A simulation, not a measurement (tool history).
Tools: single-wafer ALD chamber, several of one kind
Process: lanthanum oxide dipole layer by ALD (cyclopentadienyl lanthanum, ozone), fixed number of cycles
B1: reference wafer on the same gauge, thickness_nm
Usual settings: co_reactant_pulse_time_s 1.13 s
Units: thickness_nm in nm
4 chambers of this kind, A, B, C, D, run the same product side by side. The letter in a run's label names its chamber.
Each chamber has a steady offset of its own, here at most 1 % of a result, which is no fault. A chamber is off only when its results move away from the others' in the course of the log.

run 1D hour=7.6 | co_reactant_pulse_time_s=1.13 | B1=0.52954 | thickness_nm=0.52347
run 2B hour=21.7 | co_reactant_pulse_time_s=1.13 | B1=0.52866 | thickness_nm=0.51942
run 3C hour=32.0 | co_reactant_pulse_time_s=1.13 | B1=0.52872 | thickness_nm=0.51815
run 4A hour=45.6 | co_reactant_pulse_time_s=1.13 | B1=0.52933 | thickness_nm=0.51501
run 5C hour=58.9 | co_reactant_pulse_time_s=1.13 | B1=0.52900 | thickness_nm=0.51795
run 6A hour=66.0 | co_reactant_pulse_time_s=1.13 | B1=0.52911 | thickness_nm=0.51678
run 7B hour=78.4 | co_reactant_pulse_time_s=1.13 | B1=0.52924 | thickness_nm=0.51997
run 8D hour=89.8 | co_reactant_pulse_time_s=1.43 | B1=0.52914 | thickness_nm=0.54598
run 9D hour=97.6 | co_reactant_pulse_time_s=1.43 | B1=0.52899 | thickness_nm=0.54797
run 10A hour=113.5 | co_reactant_pulse_time_s=1.43 | B1=0.52931 | thickness_nm=0.54164
run 11C hour=127.1 | co_reactant_pulse_time_s=1.43 | B1=0.52932 | thickness_nm=0.54601
run 12B hour=136.5 | co_reactant_pulse_time_s=1.13 | B1=0.52903 | thickness_nm=0.51783
run 13D hour=152.0 | co_reactant_pulse_time_s=1.13 | B1=0.52892 | thickness_nm=0.52129
run 14A hour=164.4 | co_reactant_pulse_time_s=1.13 | B1=0.52974 | thickness_nm=0.51549
run 15B hour=177.0 | co_reactant_pulse_time_s=1.13 | B1=0.52903 | thickness_nm=0.51908
run 16C hour=191.6 | co_reactant_pulse_time_s=1.13 | B1=0.52933 | thickness_nm=0.51560
run 17C hour=203.7 | co_reactant_pulse_time_s=1.13 | B1=0.52906 | thickness_nm=0.51538
run 18A hour=214.5 | co_reactant_pulse_time_s=1.13 | B1=0.52889 | thickness_nm=0.51524
run 19D hour=227.3 | co_reactant_pulse_time_s=1.13 | B1=0.52926 | thickness_nm=0.52206
run 20B hour=237.7 | co_reactant_pulse_time_s=1.13 | B1=0.52903 | thickness_nm=0.51667
run 21C hour=250.5 | co_reactant_pulse_time_s=1.13 | B1=0.52877 | thickness_nm=0.51549
run 22D hour=265.0 | co_reactant_pulse_time_s=1.13 | B1=0.52939 | thickness_nm=0.52340
run 23A hour=272.3 | co_reactant_pulse_time_s=1.13 | B1=0.52872 | thickness_nm=0.51916
run 24B hour=288.0 | co_reactant_pulse_time_s=1.13 | B1=0.52905 | thickness_nm=0.51265
run 25A hour=299.2 | co_reactant_pulse_time_s=1.13 | B1=0.52919 | thickness_nm=0.51718
run 26C hour=314.2 | co_reactant_pulse_time_s=1.13 | B1=0.52885 | thickness_nm=0.51820
run 27D hour=322.7 | co_reactant_pulse_time_s=1.13 | B1=0.52861 | thickness_nm=0.52284
run 28B hour=333.0 | co_reactant_pulse_time_s=1.13 | B1=0.52861 | thickness_nm=0.50924
run 29A hour=347.5 | co_reactant_pulse_time_s=1.13 | B1=0.52885 | thickness_nm=0.51300
run 30C hour=360.3 | co_reactant_pulse_time_s=1.13 | B1=0.52874 | thickness_nm=0.51495
run 31B hour=373.4 | co_reactant_pulse_time_s=1.13 | B1=0.52885 | thickness_nm=0.50794
run 32D hour=385.9 | co_reactant_pulse_time_s=1.13 | B1=0.52906 | thickness_nm=0.52227
-- hour=393.5 chamber A: ozone generator serviced
run 33C hour=397.4 | co_reactant_pulse_time_s=1.13 | B1=0.52937 | thickness_nm=0.51684
run 34D hour=412.5 | co_reactant_pulse_time_s=1.13 | B1=0.52929 | thickness_nm=0.52159
run 35A hour=426.6 | co_reactant_pulse_time_s=1.13 | B1=0.52866 | thickness_nm=0.51545
run 36B hour=439.2 | co_reactant_pulse_time_s=1.13 | B1=0.52932 | thickness_nm=0.50851
run 37B hour=447.4 | co_reactant_pulse_time_s=1.13 | B1=0.52938 | thickness_nm=0.50537
run 38A hour=461.2 | co_reactant_pulse_time_s=1.13 | B1=0.52861 | thickness_nm=0.51571
run 39C hour=469.9 | co_reactant_pulse_time_s=0.98 | B1=0.52908 | thickness_nm=0.49460
run 40D hour=481.9 | co_reactant_pulse_time_s=0.98 | B1=0.52875 | thickness_nm=0.50014
run 41D hour=491.4 | co_reactant_pulse_time_s=0.98 | B1=0.52904 | thickness_nm=0.49855
run 42A hour=505.3 | co_reactant_pulse_time_s=0.98 | B1=0.52933 | thickness_nm=0.49447

Is one chamber off against the others, does the gauge drift, or is nothing wrong? If a chamber is off, say which, and what the likeliest cause is.

Chamber B drifts away from the others.
Cause: ozone dose below that of a generator just serviced (%) = 9.82.

Here are 4 candidates for chamber B's next run, each the usual settings with a change, their results left as question marks. Which one brings its results back in line with what the others give on the usual settings?
In line means no further than this from the other chambers' mean on the usual settings: thickness_nm 0.00620 nm
run 43B-1 hour=516.6 | co_reactant_pulse_time_s=1.23 | thickness_nm=?
run 43B-2 hour=516.6 | co_reactant_pulse_time_s=1.15 | thickness_nm=?
run 43B-3 hour=516.6 | co_reactant_pulse_time_s=1.11 | thickness_nm=?
run 43B-4 hour=516.6 | co_reactant_pulse_time_s=1.03 | thickness_nm=?

The other chambers' mean on the usual settings: thickness_nm 0.51805 nm
run=43B-1 thickness_nm=0.51577
run=43B-2 thickness_nm=0.50590
run=43B-3 thickness_nm=0.50040
run=43B-4 thickness_nm=0.48813
43B-1 brings the chamber back in line.
